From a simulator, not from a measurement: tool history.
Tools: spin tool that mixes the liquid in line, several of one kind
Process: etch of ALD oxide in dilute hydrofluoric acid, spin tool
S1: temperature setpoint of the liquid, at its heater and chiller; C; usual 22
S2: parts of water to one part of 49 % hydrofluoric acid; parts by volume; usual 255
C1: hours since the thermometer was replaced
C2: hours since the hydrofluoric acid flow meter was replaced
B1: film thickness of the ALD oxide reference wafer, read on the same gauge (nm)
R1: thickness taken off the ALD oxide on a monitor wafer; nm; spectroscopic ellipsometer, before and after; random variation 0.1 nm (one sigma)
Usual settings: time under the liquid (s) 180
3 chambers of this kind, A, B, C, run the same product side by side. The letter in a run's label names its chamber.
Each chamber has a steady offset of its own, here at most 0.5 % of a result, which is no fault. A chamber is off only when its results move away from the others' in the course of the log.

{"run": "1A", "hour": 8.2, "S1": 22, "S2": 255, "time under the liquid (s)": 180, "C1": 1870.6, "C2": 322.9, "B1": 50.007, "R1": 12.245}
{"run": "2B", "hour": 22.8, "S1": 22, "S2": 255, "time under the liquid (s)": 180, "C1": 1434.3, "C2": 1070, "B1": 50.018, "R1": 12.147}
{"run": "3C", "hour": 39.2, "S1": 22, "S2": 255, "time under the liquid (s)": 180, "C1": 1110.7, "C2": 1241.8, "B1": 49.994, "R1": 12.096}
{"hour": 40.9, "done": "chamber A: thermometer replaced"}
{"run": "4C", "hour": 49.6, "S1": 22, "S2": 255, "time under the liquid (s)": 180, "C1": 1121.1, "C2": 1252.2, "B1": 49.998, "R1": 12.163}
{"run": "5A", "hour": 65.9, "S1": 17.5, "S2": 370, "time under the liquid (s)": 180, "C1": 25.1, "C2": 380.6, "B1": 50.012, "R1": 6.3087}
{"run": "6B", "hour": 73.1, "S1": 17.5, "S2": 370, "time under the liquid (s)": 180, "C1": 1484.6, "C2": 1120.3, "B1": 50.025, "R1": 6.4971}
{"run": "7A", "hour": 80.3, "S1": 17.5, "S2": 370, "time under the liquid (s)": 180, "C1": 39.5, "C2": 395, "B1": 50, "R1": 6.3501}
{"run": "8C", "hour": 93.5, "S1": 22, "S2": 255, "time under the liquid (s)": 180, "C1": 1165, "C2": 1296.1, "B1": 49.98, "R1": 12.151}
{"run": "9B", "hour": 106.2, "S1": 22, "S2": 255, "time under the liquid (s)": 180, "C1": 1517.7, "C2": 1153.4, "B1": 49.979, "R1": 11.944}
{"run": "10B", "hour": 118.6, "S1": 22, "S2": 255, "time under the liquid (s)": 180, "C1": 1530.1, "C2": 1165.8, "B1": 50.014, "R1": 12.134}
{"run": "11A", "hour": 130.4, "S1": 22, "S2": 255, "time under the liquid (s)": 180, "C1": 89.6, "C2": 445.1, "B1": 50.022, "R1": 12.361}
{"run": "12C", "hour": 144.4, "S1": 22, "S2": 255, "time under the liquid (s)": 180, "C1": 1215.9, "C2": 1347, "B1": 49.956, "R1": 12.066}
{"run": "13B", "hour": 159.7, "S1": 22, "S2": 255, "time under the liquid (s)": 180, "C1": 1571.2, "C2": 1206.9, "B1": 49.995, "R1": 12.119}
{"run": "14C", "hour": 175.2, "S1": 22, "S2": 255, "time under the liquid (s)": 180, "C1": 1246.7, "C2": 1377.8, "B1": 49.983, "R1": 11.999}
{"run": "15A", "hour": 184.9, "S1": 22, "S2": 255, "time under the liquid (s)": 180, "C1": 144.1, "C2": 499.6, "B1": 50.005, "R1": 12.206}
{"run": "16C", "hour": 195.9, "S1": 22, "S2": 255, "time under the liquid (s)": 180, "C1": 1267.4, "C2": 1398.5, "B1": 50.018, "R1": 12.02}
{"run": "17B", "hour": 208.5, "S1": 22, "S2": 255, "time under the liquid (s)": 180, "C1": 1620, "C2": 1255.7, "B1": 49.993, "R1": 12.073}
{"run": "18A", "hour": 223.1, "S1": 22, "S2": 255, "time under the liquid (s)": 180, "C1": 182.3, "C2": 537.8, "B1": 49.957, "R1": 12.054}
{"run": "19A", "hour": 233.0, "S1": 22, "S2": 255, "time under the liquid (s)": 180, "C1": 192.2, "C2": 547.7, "B1": 50.02, "R1": 12.02}
{"run": "20B", "hour": 242.9, "S1": 17.5, "S2": 330, "time under the liquid (s)": 180, "C1": 1654.4, "C2": 1290.1, "B1": 49.964, "R1": 7.3231}
{"run": "21C", "hour": 253.6, "S1": 17.5, "S2": 330, "time under the liquid (s)": 180, "C1": 1325.1, "C2": 1456.2, "B1": 49.987, "R1": 7.3748}
{"run": "22C", "hour": 269.4, "S1": 17.5, "S2": 330, "time under the liquid (s)": 180, "C1": 1340.9, "C2": 1472, "B1": 49.961, "R1": 7.4914}
{"run": "23B", "hour": 278.2, "S1": 22, "S2": 255, "time under the liquid (s)": 180, "C1": 1689.7, "C2": 1325.4, "B1": 49.994, "R1": 11.672}
{"run": "24A", "hour": 287.5, "S1": 22, "S2": 255, "time under the liquid (s)": 180, "C1": 246.7, "C2": 602.2, "B1": 50.025, "R1": 12.128}
{"run": "25B", "hour": 302.2, "S1": 22, "S2": 255, "time under the liquid (s)": 180, "C1": 1713.7, "C2": 1349.4, "B1": 50.021, "R1": 11.889}
{"run": "26A", "hour": 311.6, "S1": 22, "S2": 255, "time under the liquid (s)": 180, "C1": 270.8, "C2": 626.3, "B1": 50.006, "R1": 12.108}
{"run": "27C", "hour": 327.1, "S1": 22, "S2": 255, "time under the liquid (s)": 180, "C1": 1398.6, "C2": 1529.7, "B1": 50.003, "R1": 12.32}
{"run": "28B", "hour": 336.3, "S1": 22, "S2": 255, "time under the liquid (s)": 180, "C1": 1747.8, "C2": 1383.5, "B1": 49.969, "R1": 11.572}
{"run": "29A", "hour": 348.6, "S1": 22, "S2": 255, "time under the liquid (s)": 180, "C1": 307.8, "C2": 663.3, "B1": 50.028, "R1": 12.075}
{"run": "30C", "hour": 357.8, "S1": 25.5, "S2": 255, "time under the liquid (s)": 105, "C1": 1429.3, "C2": 1560.4, "B1": 50.01, "R1": 8.0404}
{"run": "31B", "hour": 368.5, "S1": 25.5, "S2": 255, "time under the liquid (s)": 105, "C1": 1780, "C2": 1415.7, "B1": 49.968, "R1": 7.6172}
{"run": "32C", "hour": 380.4, "S1": 25.5, "S2": 255, "time under the liquid (s)": 105, "C1": 1451.9, "C2": 1583, "B1": 50.03, "R1": 7.9095}
{"run": "33A", "hour": 394.8, "S1": 22, "S2": 255, "time under the liquid (s)": 180, "C1": 354, "C2": 709.5, "B1": 50.003, "R1": 12.217}
{"run": "34B", "hour": 402.3, "S1": 22, "S2": 355, "time under the liquid (s)": 180, "C1": 1813.8, "C2": 1449.5, "B1": 50.021, "R1": 7.4302}
{"run": "35C", "hour": 412.0, "S1": 22, "S2": 355, "time under the liquid (s)": 180, "C1": 1483.5, "C2": 1614.6, "B1": 50.029, "R1": 7.7196}
{"run": "36A", "hour": 426.3, "S1": 22, "S2": 355, "time under the liquid (s)": 180, "C1": 385.5, "C2": 741, "B1": 49.979, "R1": 7.8647}

Next, every chamber runs the same settings. What will each give?
{"run": "37A", "hour": 438.0, "S1": 19.5, "S2": 255, "time under the liquid (s)": 180, "R1": "?"}
{"run": "37B", "hour": 438.0, "S1": 19.5, "S2": 255, "time under the liquid (s)": 180, "R1": "?"}
{"run": "37C", "hour": 438.0, "S1": 19.5, "S2": 255, "time under the liquid (s)": 180, "R1": "?"}

run=37A R1=11.121
run=37B R1=10.325
run=37C R1=10.928
